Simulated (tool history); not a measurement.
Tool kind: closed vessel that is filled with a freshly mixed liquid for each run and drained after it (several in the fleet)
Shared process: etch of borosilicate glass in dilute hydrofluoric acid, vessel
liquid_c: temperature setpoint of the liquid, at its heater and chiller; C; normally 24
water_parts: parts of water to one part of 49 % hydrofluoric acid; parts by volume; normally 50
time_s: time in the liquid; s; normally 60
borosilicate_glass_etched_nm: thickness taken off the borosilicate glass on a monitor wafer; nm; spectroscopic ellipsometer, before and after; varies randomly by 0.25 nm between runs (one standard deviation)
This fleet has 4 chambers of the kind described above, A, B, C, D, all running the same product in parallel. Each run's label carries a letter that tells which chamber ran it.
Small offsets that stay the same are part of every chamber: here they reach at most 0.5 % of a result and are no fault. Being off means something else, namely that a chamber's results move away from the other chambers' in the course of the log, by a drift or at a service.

run,hour,liquid_c,water_parts,time_s,hours since the thermometer was replaced,hours since the hydrofluoric acid flow meter was replaced,"read-back film thickness of the borosilicate glass reference wafer, read on the same gauge (nm)",borosilicate_glass_etched_nm
1D,12.1,24,50,60,992.0,114.5,70.010,28.605
2B,28.4,24,50,60,503.7,249.8,69.985,28.251
3A,37.0,24,50,60,366.6,547.7,69.989,28.492
4C,46.3,24,50,60,234.8,78.2,69.991,28.137
5A,62.4,24,50,60,392.0,573.1,70.020,28.332
6D,70.2,24,50,45,1050.1,172.6,70.019,21.200
7B,84.2,24,50,45,559.5,305.6,69.984,21.367
8C,100.1,24,50,45,288.6,132.0,70.005,21.193
9D,113.0,24,50,45,1092.9,215.4,69.973,21.320
10C,125.2,24,50,60,313.7,157.1,70.010,28.499
11B,136.9,24,50,60,612.2,358.3,69.991,28.454
12A,151.5,24,50,60,481.1,662.2,70.013,28.363
13A,160.2,24,50,60,489.8,670.9,70.011,28.020
14B,176.1,24,50,60,651.4,397.5,70.013,28.018
15C,187.2,24,50,60,375.7,219.1,69.980,28.427
16D,199.8,24,50,60,1179.7,302.2,69.970,28.165
17B,215.9,24,50,60,691.2,437.3,70.008,28.377
# hour 216.8: chamber A: thermometer replaced
18A,223.3,24,50,60,6.5,734.0,70.006,28.207
19C,237.2,24,50,60,425.7,269.1,69.999,28.225
20D,251.4,24,50,60,1231.3,353.8,70.020,28.018
21D,266.1,24,50,60,1246.0,368.5,70.023,28.833
22C,277.0,24,50,60,465.5,308.9,70.033,28.430
23B,284.5,24,50,60,759.8,505.9,70.007,28.522
24A,298.6,24,50,60,81.8,809.3,70.015,27.410
25C,312.3,24,70,60,500.8,344.2,70.007,19.551
26D,323.5,24,70,60,1303.4,425.9,70.001,19.818
27B,337.7,24,70,60,813.0,559.1,70.006,20.143
28A,351.6,24,70,60,134.8,862.3,70.014,18.875
29C,359.4,24,50,60,547.9,391.3,70.000,28.003
30B,371.4,24,50,60,846.7,592.8,69.992,28.212
31A,382.8,24,50,60,166.0,893.5,70.004,26.955
32D,392.5,24,50,60,1372.4,494.9,70.012,28.344
33B,408.6,24,50,60,883.9,630.0,70.000,28.362
34A,420.5,24,50,60,203.7,931.2,69.972,26.576
35D,431.2,24,50,60,1411.1,533.6,70.009,28.245
36C,438.4,24,50,60,626.9,470.3,70.014,28.687
37C,451.5,24,30,30,640.0,483.4,70.017,24.072
38D,464.1,24,30,30,1444.0,566.5,69.988,23.970
39B,478.1,24,30,30,953.4,699.5,69.989,24.016
40A,493.9,24,30,30,277.1,1004.6,70.020,21.717
41D,509.4,24,50,60,1489.3,611.8,69.991,28.131
42A,521.6,24,50,60,304.8,1032.3,70.018,25.622
43B,532.3,24,50,60,1007.6,753.7,69.965,28.643

The same settings go to every chamber for the next run, one line per chamber below. Forecast the results for each:
44A,544.2,28,50,60,,,,?
44B,544.2,28,50,60,,,,?
44C,544.2,28,50,60,,,,?
44D,544.2,28,50,60,,,,?

run,borosilicate_glass_etched_nm
44A,29.903
44B,32.886
44C,33.360
44D,33.420
